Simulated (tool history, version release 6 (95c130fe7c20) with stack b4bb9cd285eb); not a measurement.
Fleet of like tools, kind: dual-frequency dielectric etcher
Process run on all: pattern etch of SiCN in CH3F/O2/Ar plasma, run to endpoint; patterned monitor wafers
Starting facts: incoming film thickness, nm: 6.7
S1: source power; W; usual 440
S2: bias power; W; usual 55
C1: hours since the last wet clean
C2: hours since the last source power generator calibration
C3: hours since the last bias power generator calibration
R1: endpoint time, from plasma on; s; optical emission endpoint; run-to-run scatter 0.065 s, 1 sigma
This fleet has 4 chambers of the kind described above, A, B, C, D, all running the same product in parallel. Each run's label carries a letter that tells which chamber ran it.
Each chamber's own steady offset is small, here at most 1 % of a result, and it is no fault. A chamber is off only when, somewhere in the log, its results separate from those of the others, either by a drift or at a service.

run   hour   S1  S2     C1      C2      C3      R1
 1B    5.1  440  55  344.6  1230.7   650.9  18.844
 2C   14.3  440  55  139.2  1327.9   971.1  18.935
 3A   21.0  440  55  298.8  3218.1  1739.1  18.987
 4D   30.6  440  55  150.5  1221.2  1743.6  18.701
 5D   40.4  440  55  160.3  1231.0  1753.4  18.755
 6A   45.2  440  55  323.0  3242.3  1763.3  19.002
 7C   53.6  360  43  178.5  1367.2  1010.4  22.107
 8B   62.1  360  43  401.6  1287.7   707.9  22.155
 9A   71.0  360  43  348.8  3268.1  1789.1  22.247
10B   77.1  360  43  416.6  1302.7   722.9  21.954
11C   85.1  440  55  210.0  1398.7  1041.9  18.780
12D   91.9  440  55  211.8  1282.5  1804.9  18.772
13B   98.8  380  55  438.3  1324.4   744.6  19.948
14A  109.1  380  55  386.9  3306.2  1827.2  20.116
15C  116.3  380  55  241.2  1429.9  1073.1  20.019
16D  125.7  380  55  245.6  1316.3  1838.7  19.911
17C  136.6  540  45  261.5  1450.2  1093.4  18.604
18B  141.6  540  45  481.1  1367.2   787.4  18.553
19D  151.2  540  45  271.1  1341.8  1864.2  18.448
20A  161.8  540  45  439.6  3358.9  1879.9  18.674
21C  168.3  440  55  293.2  1481.9  1125.1  18.932
     176.3  -- chamber B: wet clean of the chamber
22D  176.4  440  46  296.3  1367.0  1889.4  19.966
23B  184.5  440  46    8.3  1410.1   830.3  20.725
24A  194.8  440  46  472.6  3391.9  1912.9  20.163
25C  200.3  440  46  325.2  1513.9  1157.1  19.997
26B  206.9  440  55   30.7  1432.5   852.7  19.542
27A  217.2  440  50  495.0  3414.3  1935.3  19.613
     223.1  -- chamber D: wet clean of the chamber
28D  223.5  440  50    0.4  1414.1  1936.5  19.426
29B  232.9  440  50   56.7  1458.5   878.7  20.190
     237.3  -- chamber C: wet clean of the chamber
30A  244.0  440  50  521.8  3441.1  1962.1  19.544
31D  251.1  340  62   28.0  1441.7  1964.1  19.944
32C  258.4  340  62   21.1  1572.0  1215.2  20.063
33C  266.5  340  62   29.2  1580.1  1223.3  20.070
     271.9  -- chamber A: wet clean of the chamber
34B  277.4  340  62  101.2  1503.0   923.2  20.846
35A  288.0  440  55   16.1  3485.1  2006.1  18.926
36D  293.5  440  42   70.4  1484.1  2006.5  20.293

All 4 chambers run these settings next. Forecast each chamber's results:
37A  301.5  440  66               ?
37B  301.5  440  66               ?
37C  301.5  440  66               ?
37D  301.5  440  66               ?

run      R1
37A  17.768
37B  18.420
37C  17.638
37D  17.621

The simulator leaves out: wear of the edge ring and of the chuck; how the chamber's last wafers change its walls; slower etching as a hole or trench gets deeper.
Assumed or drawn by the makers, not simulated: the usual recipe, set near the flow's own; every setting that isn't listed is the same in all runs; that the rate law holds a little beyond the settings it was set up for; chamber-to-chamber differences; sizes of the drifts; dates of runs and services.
